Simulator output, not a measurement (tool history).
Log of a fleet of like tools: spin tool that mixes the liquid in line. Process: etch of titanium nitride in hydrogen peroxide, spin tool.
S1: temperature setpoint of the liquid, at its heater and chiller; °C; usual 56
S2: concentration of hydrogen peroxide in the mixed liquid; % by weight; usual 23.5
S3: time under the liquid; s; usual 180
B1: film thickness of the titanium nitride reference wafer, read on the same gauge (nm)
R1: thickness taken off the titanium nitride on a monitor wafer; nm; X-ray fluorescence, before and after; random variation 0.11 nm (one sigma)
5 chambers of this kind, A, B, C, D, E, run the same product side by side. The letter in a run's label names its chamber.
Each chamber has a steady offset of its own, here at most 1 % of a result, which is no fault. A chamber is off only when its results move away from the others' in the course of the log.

run   hour    S1    S2   S3      B1      R1
 1B    2.2    56  23.5  180  50.026  11.826
 2A      5    56  23.5  180  50.008   11.73
 3E      8    56  23.5  180  49.991  11.537
 4C   11.8    56  23.5  180  49.986  11.438
 5D     16    56  23.5  180  50.002  11.542
 6D   18.8    56  23.5  180      50  11.667
 7E   21.9    56  23.5  180  49.979  11.686
      22.2  -- chamber B: new drum of peroxide connected
 8B   24.2    56  28.5  180  49.957  12.425
 9A   28.3    56  28.5  180  49.981   12.19
10C   31.3    56  28.5  180  50.028  12.027
11C   34.4    56  28.5  180  50.012  12.172
      37.8  -- chamber B: thermometer replaced
12E   39.2    56  28.5  180   49.99  12.113
13D   42.2    56  23.5  180   49.97  11.746
14B   45.9    56  23.5  180   50.03  11.815
15A   48.6    56  23.5  180  49.981  11.316
16A   52.8    56  23.5  180  50.028  11.356
17E     55    56  23.5  180   50.02  11.796
18B     59  62.5  23.5  180  50.016   18.29
19D   61.8  62.5  23.5  180  50.028  18.405
20C     66  62.5  23.5  180  49.999  17.946
21E   68.9  62.5  23.5  180   49.99  18.089
22A     72  62.5  23.5  180  49.998  17.587
23D   74.4    56  23.5  180  49.992   11.67
24C   77.6    56  23.5  180  49.988  11.632
        80  -- chamber A: peroxide flow meter replaced
25B   80.5    56  23.5  180  50.005  11.676
26C   84.4    56  23.5  180  50.004  11.608
27A   89.1    56  23.5  180  50.003  10.843
28E   91.9    56  23.5  180  49.983  11.784
29B   94.6    56  23.5  180  49.975  11.786
30D   98.1    56  23.5  180  50.001  11.877
31A  100.7  51.5  23.5  180  50.021  7.8232
32E  103.6  51.5  23.5  180  50.022  8.4394
33C  107.8  51.5  23.5  180  50.018  8.4673
34B  112.7  51.5  23.5  180  49.946  8.4617
35D  116.2  51.5  23.5  180  50.013  8.5091
36E  118.7    56  23.5  180   50.01  11.528

What goes on in this fleet: one chamber off, a drifting gauge, or nothing beyond the chambers' own small offsets? Name the chamber and the cause, if any.

Chamber A drifts away from the others.
Cause: temperature lost on the way to the wafer (K) = 1.5.
The log may not tell that from: liquid colder than its thermometer reads (K).

Here are 4 candidates for chamber A's next run, each the usual settings with a change, their results left as question marks. Which one brings its results back in line with what the others give on the usual settings?
In line means no further than this from the other chambers' mean on the usual settings: R1 0.4 nm
37A-1  122.2  57.5  23.5  180       ?
37A-2  122.2    56  23.5  190       ?
37A-3  122.2  55.5  23.5  180       ?
37A-4  122.2    56  23.5  160       ?

The other chambers' mean on the usual settings: R1 11.669 nm
  run      R1
37A-1   11.71
37A-2  11.114
37A-3  10.165
37A-4  9.3595
37A-1 brings the chamber back in line.
